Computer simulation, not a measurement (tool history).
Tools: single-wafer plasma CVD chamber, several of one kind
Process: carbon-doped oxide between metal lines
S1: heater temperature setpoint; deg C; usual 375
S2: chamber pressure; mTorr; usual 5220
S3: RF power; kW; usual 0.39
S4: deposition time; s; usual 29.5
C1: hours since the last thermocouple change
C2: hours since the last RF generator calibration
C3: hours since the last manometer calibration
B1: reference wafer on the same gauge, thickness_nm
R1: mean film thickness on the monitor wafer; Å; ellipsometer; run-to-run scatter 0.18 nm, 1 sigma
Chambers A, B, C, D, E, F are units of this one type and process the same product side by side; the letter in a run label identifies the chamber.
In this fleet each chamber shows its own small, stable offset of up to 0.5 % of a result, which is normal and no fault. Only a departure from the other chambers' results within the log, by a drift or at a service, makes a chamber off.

Run 1B, hour 9.2: usual settings; C1 449.1; C2 575.4; C3 583.9; B1 139.94. Result: R1 1205.4 Å.
Run 2A, hour 16.6: usual settings; C1 907.7; C2 1568.7; C3 467.8; B1 140.01. Result: R1 1192.4 Å.
Run 3C, hour 23: usual settings; C1 404.4; C2 1016.5; C3 942.8; B1 139.94. Result: R1 1200 Å.
Run 4D, hour 33: usual settings; C1 414.6; C2 328.3; C3 1979.1; B1 139.87. Result: R1 1188.7 Å.
Run 5F, hour 40.2: usual settings; C1 1672.8; C2 462.1; C3 382.2; B1 139.95. Result: R1 1190.6 Å.
Run 6E, hour 51.2: usual settings; C1 611.7; C2 777; C3 1184.5; B1 139.86. Result: R1 1194.7 Å.
Run 7A, hour 56.9: usual settings; C1 948; C2 1609; C3 508.1; B1 139.85. Result: R1 1193 Å.
Run 8E, hour 66.7: usual settings but S3 0.34 kW; C1 627.2; C2 792.5; C3 1200; B1 139.84. Result: R1 1078.1 Å.
Run 9D, hour 74: usual settings but S3 0.34 kW; C1 455.6; C2 369.3; C3 2020.1; B1 139.85. Result: R1 1072.7 Å.
Run 10C, hour 82.1: usual settings but S3 0.34 kW; C1 463.5; C2 1075.6; C3 1001.9; B1 139.8. Result: R1 1080.6 Å.
Run 11F, hour 93: usual settings but S3 0.34 kW; C1 1725.6; C2 514.9; C3 435; B1 139.72. Result: R1 1069.1 Å.
Run 12B, hour 98.6: usual settings but S3 0.34 kW; C1 538.5; C2 664.8; C3 673.3; B1 139.75. Result: R1 1081.1 Å.
Run 13D, hour 105.3: usual settings but S3 0.34 kW; C1 486.9; C2 400.6; C3 2051.4; B1 139.69. Result: R1 1074.6 Å.
Run 14B, hour 112.8: usual settings; C1 552.7; C2 679; C3 687.5; B1 139.69. Result: R1 1198.6 Å.
Run 15F, hour 120.2: usual settings; C1 1752.8; C2 542.1; C3 462.2; B1 139.64. Result: R1 1188.7 Å.
Run 16C, hour 126.4: usual settings; C1 507.8; C2 1119.9; C3 1046.2; B1 139.68. Result: R1 1200 Å.
Run 17E, hour 131.5: usual settings; C1 692; C2 857.3; C3 1264.8; B1 139.67. Result: R1 1189.1 Å.
Run 18A, hour 141: usual settings; C1 1032.1; C2 1693.1; C3 592.2; B1 139.65. Result: R1 1191 Å.
Run 19E, hour 146.6: usual settings; C1 707.1; C2 872.4; C3 1279.9; B1 139.63. Result: R1 1192 Å.
Run 20F, hour 156.1: usual settings; C1 1788.7; C2 578; C3 498.1; B1 139.6. Result: R1 1188.1 Å.
Run 21A, hour 166.1: usual settings; C1 1057.2; C2 1718.2; C3 617.3; B1 139.55. Result: R1 1190.9 Å.
Run 22B, hour 175.1: usual settings; C1 615; C2 741.3; C3 749.8; B1 139.54. Result: R1 1199.1 Å.
Run 23C, hour 183: usual settings; C1 564.4; C2 1176.5; C3 1102.8; B1 139.51. Result: R1 1196.3 Å.
Run 24D, hour 191.8: usual settings; C1 573.4; C2 487.1; C3 2137.9; B1 139.54. Result: R1 1188 Å.
Run 25D, hour 200.6: usual settings; C1 582.2; C2 495.9; C3 2146.7; B1 139.46. Result: R1 1189.2 Å.
Run 26F, hour 211.2: usual settings but S3 0.315 kW; C1 1843.8; C2 633.1; C3 553.2; B1 139.4. Result: R1 1009.1 Å.
Run 27B, hour 220.9: usual settings but S3 0.315 kW; C1 660.8; C2 787.1; C3 795.6; B1 139.4. Result: R1 1013.5 Å.
At hour 221.5: chamber E: capacitance manometer re-zeroed and calibrated.
Run 28C, hour 231: usual settings but S3 0.315 kW; C1 612.4; C2 1224.5; C3 1150.8; B1 139.43. Result: R1 1014.7 Å.
Run 29E, hour 239.8: usual settings but S3 0.315 kW; C1 800.3; C2 965.6; C3 18.4; B1 139.36. Result: R1 1012 Å.
Run 30A, hour 249.4: usual settings but S3 0.315 kW; C1 1140.5; C2 1801.5; C3 700.6; B1 139.32. Result: R1 1008.4 Å.
Run 31B, hour 259.4: usual settings but S3 0.315 kW; C1 699.3; C2 825.6; C3 834.1; B1 139.3. Result: R1 1011.6 Å.
Run 32C, hour 268.6: usual settings but S1 384 deg C, S4 34.4 s; C1 650; C2 1262.1; C3 1188.4; B1 139.27. Result: R1 1366.5 Å.
Run 33A, hour 275.1: usual settings but S1 384 deg C, S4 34.4 s; C1 1166.2; C2 1827.2; C3 726.3; B1 139.31. Result: R1 1357.1 Å.
Run 34F, hour 286: usual settings but S1 384 deg C, S4 34.4 s; C1 1918.6; C2 707.9; C3 628; B1 139.23. Result: R1 1355.3 Å.
Run 35D, hour 297.4: usual settings but S1 384 deg C, S4 34.4 s; C1 679; C2 592.7; C3 2243.5; B1 139.23. Result: R1 1356.6 Å.
Run 36E, hour 304.1: usual settings but S1 384 deg C, S4 34.4 s; C1 864.6; C2 1029.9; C3 82.7; B1 139.14. Result: R1 1353.2 Å.
Run 37A, hour 310: usual settings but S1 384 deg C, S4 34.4 s; C1 1201.1; C2 1862.1; C3 761.2; B1 139.16. Result: R1 1352.8 Å.
Run 38D, hour 318.3: usual settings; C1 699.9; C2 613.6; C3 2264.4; B1 139.15. Result: R1 1184.6 Å.

Does one chamber stand apart from the rest, does the shared gauge drift, or is all well apart from small per-chamber offsets? Give the chamber and the most likely cause, where there is one.

The gauge drifts, so all chambers seem to drift together. No chamber is off.
What lies behind it: gauge reads low (%) = 0.625.

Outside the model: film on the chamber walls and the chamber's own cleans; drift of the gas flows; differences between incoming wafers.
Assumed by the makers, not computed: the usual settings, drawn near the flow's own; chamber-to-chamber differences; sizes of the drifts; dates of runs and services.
